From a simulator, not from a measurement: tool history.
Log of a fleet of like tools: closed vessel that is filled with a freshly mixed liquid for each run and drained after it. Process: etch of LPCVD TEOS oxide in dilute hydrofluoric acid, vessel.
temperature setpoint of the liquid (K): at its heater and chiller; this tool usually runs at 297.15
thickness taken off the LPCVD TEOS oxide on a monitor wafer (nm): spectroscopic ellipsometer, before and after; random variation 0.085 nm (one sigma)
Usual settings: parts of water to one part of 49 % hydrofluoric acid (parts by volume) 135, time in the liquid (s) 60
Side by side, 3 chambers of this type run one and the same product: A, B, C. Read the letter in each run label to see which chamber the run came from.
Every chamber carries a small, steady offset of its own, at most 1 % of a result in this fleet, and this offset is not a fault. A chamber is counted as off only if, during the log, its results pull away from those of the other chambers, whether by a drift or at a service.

run   hour  temperature setpoint of the liquid (K)  parts of water to one part of 49 % hydrofluoric acid (parts by volume)  time in the liquid (s)  read-back film thickness of the LPCVD TEOS oxide reference wafer, read on the same gauge (nm)  thickness taken off the LPCVD TEOS oxide on a monitor wafer (nm)
 1A    3.9                                  297.15                                                                     135                      60                                                                                         110.00                                                            9.5537
 2B    6.5                                  297.15                                                                     135                      60                                                                                         110.02                                                            9.6282
 3C    9.6                                  297.15                                                                     135                      60                                                                                         110.04                                                            9.3307
 4A   14.6                                  297.15                                                                     135                      60                                                                                         109.97                                                            9.7404
 5C   17.5                                  297.15                                                                     135                      60                                                                                         109.97                                                            9.3642
 6B   21.1                                  294.65                                                                     200                      60                                                                                         109.99                                                            5.4528
 7B   23.9                                  294.65                                                                     200                      60                                                                                         109.97                                                            5.4645
 8A   26.3                                  294.65                                                                     200                      60                                                                                         110.03                                                            5.5283
 9C   31.5                                  297.15                                                                     135                      60                                                                                         110.02                                                            9.3797
10B   35.1                                  297.15                                                                     135                      60                                                                                         109.98                                                            9.5460
11A   37.7                                  297.15                                                                     135                      60                                                                                         110.00                                                            9.6841
12C   42.1                                  297.15                                                                     135                      60                                                                                         109.98                                                            9.5643
13B   45.6                                  297.15                                                                     135                      60                                                                                         110.03                                                            9.6340
14A   48.6                                  297.15                                                                     135                      60                                                                                         110.03                                                            9.8771
15C   52.4                                  297.15                                                                     135                      60                                                                                         109.95                                                            9.3271
16A   57.6                                  297.15                                                                     135                      60                                                                                         109.98                                                            9.9301
17C   61.4                                  297.15                                                                     135                      60                                                                                         110.00                                                            9.2497
18B   63.8                                  297.15                                                                     135                      60                                                                                         109.98                                                            9.4741
19A   66.6                                  297.15                                                                     135                      60                                                                                         109.97                                                           10.0100
20B   69.3                                  293.15                                                                     135                      60                                                                                         109.98                                                            8.0834
21C   72.3                                  293.15                                                                     135                      60                                                                                         110.02                                                            7.9026
22C   76.1                                  293.15                                                                     135                      60                                                                                         109.99                                                            8.1660
23B   80.2                                  297.15                                                                     135                      60                                                                                         110.00                                                            9.4244
24A   83.9                                  297.15                                                                     135                      60                                                                                         110.01                                                           10.1150
25A   86.9                                  297.15                                                                     135                      60                                                                                         110.03                                                           10.1070
26C   91.6                                  297.15                                                                     135                      60                                                                                         110.02                                                            9.5469
27B   94.3                                  297.15                                                                     135                      60                                                                                         109.98                                                            9.5499
28C   98.9                                  297.15                                                                     135                      60                                                                                         109.98                                                            9.4802
29A  102.9                                  297.15                                                                     135                      60                                                                                         109.98                                                           10.3200
30B  107.3                                  297.15                                                                     135                      60                                                                                         109.99                                                            9.4867
31B  111.4                                  297.15                                                                     135                      60                                                                                         110.00                                                            9.6682
32C  115.1                                  297.15                                                                     135                      60                                                                                         110.00                                                            9.3517
33A  117.8                                  297.15                                                                     135                      60                                                                                         110.00                                                           10.4450

Read the log: is a single chamber off, either drifting away or since a service, is the gauge that measures every chamber drifting, or is nothing wrong beyond small per-chamber offsets? Name any odd chamber and what most likely caused it.

One chamber, A, drifts off from the rest bit by bit.
Most likely cause: hydrofluoric acid flow above the setpoint (%) = 8.25.
Not necessarily distinguishable in this log from: liquid hotter than its thermometer reads (K).

Here are 4 candidates for chamber A's next run, each the usual settings with a change, their results left as question marks. Which one brings its results back in line with what the others give on the usual settings?
To be in line, a result may differ from the other chambers' mean on the usual settings by at most: thickness taken off the LPCVD TEOS oxide on a monitor wafer (nm) 0.2900
34A-1  121.7                                  294.65                                                                     135                      60                                                                                                                                                                ?
34A-2  121.7                                  297.65                                                                     125                      60                                                                                                                                                                ?
34A-3  121.7                                  296.65                                                                     150                      55                                                                                                                                                                ?
34A-4  121.7                                  297.15                                                                     135                      75                                                                                                                                                                ?

Other chambers, usual settings, mean: thickness taken off the LPCVD TEOS oxide on a monitor wafer (nm) 9.4444
  run  thickness taken off the LPCVD TEOS oxide on a monitor wafer (nm)
34A-1                                                            9.4350
34A-2                                                           11.6070
34A-3                                                            8.2986
34A-4                                                           13.0300
Change 34A-1 lands the chamber within the allowed miss of the other chambers.
